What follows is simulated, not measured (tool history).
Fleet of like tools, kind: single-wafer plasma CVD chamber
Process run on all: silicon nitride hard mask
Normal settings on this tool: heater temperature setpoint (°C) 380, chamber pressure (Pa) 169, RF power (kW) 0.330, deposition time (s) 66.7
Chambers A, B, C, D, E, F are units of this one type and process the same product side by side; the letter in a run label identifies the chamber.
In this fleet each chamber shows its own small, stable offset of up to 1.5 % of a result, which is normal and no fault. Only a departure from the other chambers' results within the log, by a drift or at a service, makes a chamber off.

run   hour  heater temperature setpoint (°C)  chamber pressure (Pa)  RF power (kW)  deposition time (s)  hours since the last thermocouple change  hours since the last RF generator calibration  hours since the last manometer calibration  read-back reference wafer on the same gauge, thickness_nm  mean film thickness on the monitor wafer (nm)
 1C    3.8                               380                    169          0.330                 66.7                                     983.2                                          758.6                                      1156.1                                                     61.643                                         76.275
 2F    6.4                               380                    169          0.330                 66.7                                    1792.9                                          301.8                                      1364.7                                                     61.584                                         77.447
 3E   10.6                               380                    169          0.330                 66.7                                    1908.9                                          573.4                                       527.0                                                     61.601                                         77.175
 4B   13.0                               380                    169          0.330                 66.7                                     829.3                                         1339.0                                      1378.8                                                     61.616                                         77.627
 5A   17.2                               380                    184          0.330                 66.7                                    1671.3                                          635.0                                      1385.3                                                     61.647                                         78.862
 6D   20.2                               380                    184          0.330                 66.7                                    2163.6                                         1332.2                                      1275.6                                                     61.605                                         78.996
 7A   23.4                               380                    184          0.330                 66.7                                    1677.5                                          641.2                                      1391.5                                                     61.576                                         78.611
 8E   28.0                               380                    184          0.330                 66.7                                    1926.3                                          590.8                                       544.4                                                     61.662                                         78.862
 9D   32.4                               380                    184          0.330                 66.7                                    2175.8                                         1344.4                                      1287.8                                                     61.639                                         79.050
      32.9  -- chamber A: capacitance manometer re-zeroed and calibrated
10B   34.8                               380                    184          0.330                 66.7                                     851.1                                         1360.8                                      1400.6                                                     61.584                                         79.013
11C   39.4                               380                    169          0.330                 66.7                                    1018.8                                          794.2                                      1191.7                                                     61.612                                         76.150
12F   43.7                               380                    169          0.330                 66.7                                    1830.2                                          339.1                                      1402.0                                                     61.607                                         77.617
13B   46.2                               380                    169          0.330                 66.7                                     862.5                                         1372.2                                      1412.0                                                     61.655                                         77.921
14E   49.9                               380                    169          0.330                 66.7                                    1948.2                                          612.7                                       566.3                                                     61.640                                         76.030
15A   52.2                               380                    169          0.330                 66.7                                    1706.3                                          670.0                                        19.4                                                     61.634                                         76.721
16F   54.3                               380                    169          0.330                 66.7                                    1840.8                                          349.7                                      1412.6                                                     61.521                                         77.641
17C   58.8                               380                    169          0.330                 66.7                                    1038.2                                          813.6                                      1211.1                                                     61.558                                         75.789
18D   62.3                               380                    169          0.330                 66.7                                    2205.7                                         1374.3                                      1317.7                                                     61.611                                         77.429
19B   64.6                               380                    169          0.330                 66.7                                     880.9                                         1390.6                                      1430.4                                                     61.624                                         77.747
20F   66.8                               380                    169          0.330                 66.7                                    1853.3                                          362.2                                      1425.1                                                     61.582                                         77.972
21E   71.0                               380                    169          0.330                 66.7                                    1969.3                                          633.8                                       587.4                                                     61.553                                         76.099
22C   73.1                               380                    169          0.330                 66.7                                    1052.5                                          827.9                                      1225.4                                                     61.524                                         76.414
23D   77.0                               380                    169          0.330                 66.7                                    2220.4                                         1389.0                                      1332.4                                                     61.564                                         76.902
24A   79.2                               380                    169          0.330                 66.7                                    1733.3                                          697.0                                        46.4                                                     61.530                                         77.060
25C   82.3                               380                    169          0.330                 66.7                                    1061.7                                          837.1                                      1234.6                                                     61.588                                         76.182
26F   85.3                               380                    169          0.330                 66.7                                    1871.8                                          380.7                                      1443.6                                                     61.570                                         77.362
27E   87.9                               380                    169          0.330                 66.7                                    1986.2                                          650.7                                       604.3                                                     61.609                                         75.563
28A   91.1                               380                    169          0.330                 66.7                                    1745.2                                          708.9                                        58.3                                                     61.635                                         76.725
      91.2  -- chamber C: capacitance manometer re-zeroed and calibrated
29B   94.4                               380                    169          0.330                 66.7                                     910.7                                         1420.4                                      1460.2                                                     61.617                                         77.154
30D   99.1                               380                    169          0.330                 66.7                                    2242.5                                         1411.1                                      1354.5                                                     61.604                                         77.195
31F  103.3                               380                    169          0.330                 66.7                                    1889.8                                          398.7                                      1461.6                                                     61.608                                         78.266
32B  107.9                               380                    169          0.330                 66.7                                     924.2                                         1433.9                                      1473.7                                                     61.618                                         77.372
33E  112.6                               380                    169          0.330                 66.7                                    2010.9                                          675.4                                       629.0                                                     61.604                                         75.406
34D  116.4                               380                    207          0.290                 66.7                                    2259.8                                         1428.4                                      1371.8                                                     61.580                                         75.131
35C  120.1                               380                    207          0.290                 66.7                                    1099.5                                          874.9                                        29.0                                                     61.558                                         74.391
36A  123.9                               380                    207          0.290                 66.7                                    1778.0                                          741.7                                        91.1                                                     61.611                                         74.492
37C  127.0                               380                    207          0.290                 66.7                                    1106.4                                          881.8                                        35.9                                                     61.601                                         74.435
38B  130.0                               380                    207          0.290                 66.7                                     946.3                                         1456.0                                      1495.8                                                     61.619                                         75.207
39D  132.7                               380                    207          0.290                 66.7                                    2276.1                                         1444.7                                      1388.1                                                     61.683                                         75.437
40E  135.5                               380                    169          0.330                 66.7                                    2033.8                                          698.3                                       651.9                                                     61.652                                         75.112

Decide between three cases: one chamber stands off from its peers, the gauge reading all wafers drifts, or nothing is wrong past each chamber's small offset. Where a chamber is off, say which and what most likely put it there.

Little by little, chamber E moves away from the other chambers.
Cause: delivered RF power below the setpoint (%) = 4.5.
With only this log, it may be confused with: true pressure below the setpoint (%).

Which of the 4 candidates below, each the usual settings with something changed and its results left as question marks, puts chamber E back in line with what the other chambers give on the usual settings?
Counts as in line when no further than this from what the other chambers average on the usual settings: mean film thickness on the monitor wafer (nm) 1.000
41E-1  138.9                               380                    165          0.330                 66.7                                                                                                                                                                                                                                              ?
41E-2  138.9                               380                    168          0.325                 65.4                                                                                                                                                                                                                                              ?
41E-3  138.9                               380                    173          0.340                 66.7                                                                                                                                                                                                                                              ?
41E-4  138.9                               380                    169          0.330                 67.0                                                                                                                                                                                                                                              ?

The mean the other chambers reach with the usual settings: mean film thickness on the monitor wafer (nm) 77.068
  run  mean film thickness on the monitor wafer (nm)
41E-1                                         74.146
41E-2                                         72.334
41E-3                                         76.759
41E-4                                         75.041
Change 41E-3 lands the chamber within the allowed miss of the other chambers.

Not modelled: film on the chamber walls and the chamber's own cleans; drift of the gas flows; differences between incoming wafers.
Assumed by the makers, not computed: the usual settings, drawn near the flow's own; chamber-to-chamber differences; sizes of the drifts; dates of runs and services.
